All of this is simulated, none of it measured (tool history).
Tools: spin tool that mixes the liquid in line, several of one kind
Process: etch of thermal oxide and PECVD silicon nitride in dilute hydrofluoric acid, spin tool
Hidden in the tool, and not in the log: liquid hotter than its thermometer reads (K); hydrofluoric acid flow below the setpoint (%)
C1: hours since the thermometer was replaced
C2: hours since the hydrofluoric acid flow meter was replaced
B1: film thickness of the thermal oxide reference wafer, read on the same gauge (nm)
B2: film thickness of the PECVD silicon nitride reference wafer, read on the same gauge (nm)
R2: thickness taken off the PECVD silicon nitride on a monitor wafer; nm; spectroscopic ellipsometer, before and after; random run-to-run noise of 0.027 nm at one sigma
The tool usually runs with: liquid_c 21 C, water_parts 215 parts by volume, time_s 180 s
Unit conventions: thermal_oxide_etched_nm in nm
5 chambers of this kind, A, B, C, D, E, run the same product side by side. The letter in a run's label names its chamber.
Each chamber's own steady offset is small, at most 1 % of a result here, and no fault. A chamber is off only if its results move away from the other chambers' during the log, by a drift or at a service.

{"run": "1E", "hour": 6.8, "liquid_c": 21, "water_parts": 215, "time_s": 180, "C1": 1162.0, "C2": 210.9, "B1": 89.992, "B2": 99.992, "thermal_oxide_etched_nm": 3.1655, "R2": 1.4715}
{"run": "2B", "hour": 21.3, "liquid_c": 21, "water_parts": 215, "time_s": 180, "C1": 1578.6, "C2": 74.1, "B1": 90.014, "B2": 100.03, "thermal_oxide_etched_nm": 3.1855, "R2": 1.4569}
{"run": "3A", "hour": 31.0, "liquid_c": 21, "water_parts": 215, "time_s": 180, "C1": 376.6, "C2": 372.9, "B1": 90.024, "B2": 100.01, "thermal_oxide_etched_nm": 3.1833, "R2": 1.4704}
{"run": "4C", "hour": 41.7, "liquid_c": 21, "water_parts": 215, "time_s": 180, "C1": 1484.5, "C2": 947.5, "B1": 89.983, "B2": 100.01, "thermal_oxide_etched_nm": 3.1365, "R2": 1.4371}
{"run": "5D", "hour": 53.8, "liquid_c": 21, "water_parts": 215, "time_s": 180, "C1": 1215.5, "C2": 1084.1, "B1": 90.017, "B2": 100.0, "thermal_oxide_etched_nm": 3.1535, "R2": 1.4567}
{"run": "6A", "hour": 64.4, "liquid_c": 21, "water_parts": 215, "time_s": 180, "C1": 410.0, "C2": 406.3, "B1": 90.006, "B2": 100.01, "thermal_oxide_etched_nm": 3.2011, "R2": 1.4526}
{"run": "7D", "hour": 78.5, "liquid_c": 21, "water_parts": 215, "time_s": 180, "C1": 1240.2, "C2": 1108.8, "B1": 90.003, "B2": 100.02, "thermal_oxide_etched_nm": 3.1728, "R2": 1.4401}
{"run": "8B", "hour": 91.0, "liquid_c": 21, "water_parts": 215, "time_s": 180, "C1": 1648.3, "C2": 143.8, "B1": 89.982, "B2": 99.988, "thermal_oxide_etched_nm": 3.1472, "R2": 1.497}
{"run": "9C", "hour": 103.2, "liquid_c": 21, "water_parts": 215, "time_s": 180, "C1": 1546.0, "C2": 1009.0, "B1": 89.989, "B2": 99.99, "thermal_oxide_etched_nm": 3.1893, "R2": 1.4647}
{"run": "10E", "hour": 111.9, "liquid_c": 21, "water_parts": 215, "time_s": 180, "C1": 1267.1, "C2": 316.0, "B1": 89.964, "B2": 100.0, "thermal_oxide_etched_nm": 3.2, "R2": 1.4685}
{"run": "11A", "hour": 124.8, "liquid_c": 21, "water_parts": 215, "time_s": 180, "C1": 470.4, "C2": 466.7, "B1": 90.001, "B2": 99.999, "thermal_oxide_etched_nm": 3.1294, "R2": 1.4347}
{"run": "12B", "hour": 134.2, "liquid_c": 21, "water_parts": 215, "time_s": 180, "C1": 1691.5, "C2": 187.0, "B1": 90.005, "B2": 100.02, "thermal_oxide_etched_nm": 3.2612, "R2": 1.5029}
{"run": "13C", "hour": 146.9, "liquid_c": 21, "water_parts": 215, "time_s": 180, "C1": 1589.7, "C2": 1052.7, "B1": 89.986, "B2": 99.998, "thermal_oxide_etched_nm": 3.1535, "R2": 1.5186}
{"hour": 151.9, "done": "chamber A: hydrofluoric acid flow meter replaced"}
{"run": "14D", "hour": 156.3, "liquid_c": 21, "water_parts": 215, "time_s": 180, "C1": 1318.0, "C2": 1186.6, "B1": 90.013, "B2": 100.0, "thermal_oxide_etched_nm": 3.1863, "R2": 1.4732}
{"run": "15E", "hour": 164.4, "liquid_c": 21, "water_parts": 295, "time_s": 180, "C1": 1319.6, "C2": 368.5, "B1": 89.994, "B2": 100.0, "thermal_oxide_etched_nm": 2.1736, "R2": 1.0667}
{"run": "16A", "hour": 173.6, "liquid_c": 21, "water_parts": 295, "time_s": 180, "C1": 519.2, "C2": 21.7, "B1": 89.995, "B2": 99.993, "thermal_oxide_etched_nm": 2.1232, "R2": 1.0663}
{"run": "17D", "hour": 180.9, "liquid_c": 21, "water_parts": 295, "time_s": 180, "C1": 1342.6, "C2": 1211.2, "B1": 89.967, "B2": 100.01, "thermal_oxide_etched_nm": 2.1207, "R2": 1.093}
{"run": "18C", "hour": 188.3, "liquid_c": 21, "water_parts": 295, "time_s": 180, "C1": 1631.1, "C2": 1094.1, "B1": 90.015, "B2": 100.01, "thermal_oxide_etched_nm": 2.1264, "R2": 1.035}
{"run": "19B", "hour": 200.6, "liquid_c": 21, "water_parts": 295, "time_s": 180, "C1": 1757.9, "C2": 253.4, "B1": 89.985, "B2": 99.994, "thermal_oxide_etched_nm": 2.225, "R2": 1.1277}
{"run": "20E", "hour": 213.3, "liquid_c": 21, "water_parts": 215, "time_s": 180, "C1": 1368.5, "C2": 417.4, "B1": 90.001, "B2": 99.997, "thermal_oxide_etched_nm": 3.1405, "R2": 1.4252}
{"run": "21D", "hour": 224.1, "liquid_c": 21, "water_parts": 215, "time_s": 180, "C1": 1385.8, "C2": 1254.4, "B1": 89.998, "B2": 99.998, "thermal_oxide_etched_nm": 3.1379, "R2": 1.4505}
{"run": "22E", "hour": 233.8, "liquid_c": 19, "water_parts": 215, "time_s": 180, "C1": 1389.0, "C2": 437.9, "B1": 90.016, "B2": 99.999, "thermal_oxide_etched_nm": 2.9561, "R2": 1.2987}
{"hour": 240.2, "done": "chamber D: hydrofluoric acid flow meter replaced"}
{"run": "23C", "hour": 243.2, "liquid_c": 19, "water_parts": 215, "time_s": 180, "C1": 1686.0, "C2": 1149.0, "B1": 90.0, "B2": 100.01, "thermal_oxide_etched_nm": 2.911, "R2": 1.2669}
{"run": "24B", "hour": 257.6, "liquid_c": 19, "water_parts": 215, "time_s": 180, "C1": 1814.9, "C2": 310.4, "B1": 90.019, "B2": 100.02, "thermal_oxide_etched_nm": 3.0845, "R2": 1.3684}
{"run": "25A", "hour": 272.4, "liquid_c": 19, "water_parts": 215, "time_s": 180, "C1": 618.0, "C2": 120.5, "B1": 90.018, "B2": 100.02, "thermal_oxide_etched_nm": 2.9494, "R2": 1.2527}
{"run": "26A", "hour": 279.1, "liquid_c": 19, "water_parts": 215, "time_s": 180, "C1": 624.7, "C2": 127.2, "B1": 90.006, "B2": 99.981, "thermal_oxide_etched_nm": 2.9708, "R2": 1.2717}
{"run": "27B", "hour": 291.2, "liquid_c": 21, "water_parts": 215, "time_s": 180, "C1": 1848.5, "C2": 344.0, "B1": 90.005, "B2": 99.996, "thermal_oxide_etched_nm": 3.3418, "R2": 1.5946}
{"run": "28C", "hour": 303.4, "liquid_c": 21, "water_parts": 215, "time_s": 180, "C1": 1746.2, "C2": 1209.2, "B1": 89.999, "B2": 100.0, "thermal_oxide_etched_nm": 3.127, "R2": 1.4815}
{"run": "29E", "hour": 318.3, "liquid_c": 21, "water_parts": 215, "time_s": 180, "C1": 1473.5, "C2": 522.4, "B1": 90.03, "B2": 100.01, "thermal_oxide_etched_nm": 3.1758, "R2": 1.4781}
{"run": "30D", "hour": 326.8, "liquid_c": 21, "water_parts": 215, "time_s": 180, "C1": 1488.5, "C2": 86.6, "B1": 90.003, "B2": 100.03, "thermal_oxide_etched_nm": 3.1271, "R2": 1.4748}
{"run": "31C", "hour": 335.9, "liquid_c": 21, "water_parts": 215, "time_s": 180, "C1": 1778.7, "C2": 1241.7, "B1": 90.004, "B2": 100.02, "thermal_oxide_etched_nm": 3.1519, "R2": 1.4868}

Decide between three cases: one chamber stands off from its peers, the gauge reading all wafers drifts, or nothing is wrong past each chamber's small offset. Where a chamber is off, say which and what most likely put it there.

Little by little, chamber B moves away from the other chambers.
What lies behind it: liquid hotter than its thermometer reads (K) = 1.72.

Below are 4 candidate recipes for chamber B's next run, each the usual settings with a change, their results shown as question marks. Which of them brings B's results back in line with what the other chambers give on the usual settings?
Allowed miss from the other chambers' usual-settings mean, per result, to count as in line: thermal_oxide_etched_nm 0.1000 nm; R2 0.0930 nm
{"run": "32B-1", "hour": 346.6, "liquid_c": 23.5, "water_parts": 230, "time_s": 205, "thermal_oxide_etched_nm": "?", "R2": "?"}
{"run": "32B-2", "hour": 346.6, "liquid_c": 19.0, "water_parts": 200, "time_s": 155, "thermal_oxide_etched_nm": "?", "R2": "?"}
{"run": "32B-3", "hour": 346.6, "liquid_c": 20.0, "water_parts": 205, "time_s": 165, "thermal_oxide_etched_nm": "?", "R2": "?"}
{"run": "32B-4", "hour": 346.6, "liquid_c": 22.5, "water_parts": 225, "time_s": 195, "thermal_oxide_etched_nm": "?", "R2": "?"}

Average result of the remaining chambers running the usual settings: thermal_oxide_etched_nm 3.1641 nm; R2 1.4565 nm
run=32B-1 thermal_oxide_etched_nm=3.9135 R2=2.0237
run=32B-2 thermal_oxide_etched_nm=2.9723 R2=1.3221
run=32B-3 thermal_oxide_etched_nm=3.1900 R2=1.4652
run=32B-4 thermal_oxide_etched_nm=3.6907 R2=1.8497
The right change is 32B-3: it brings the chamber back within the allowed miss of the others.
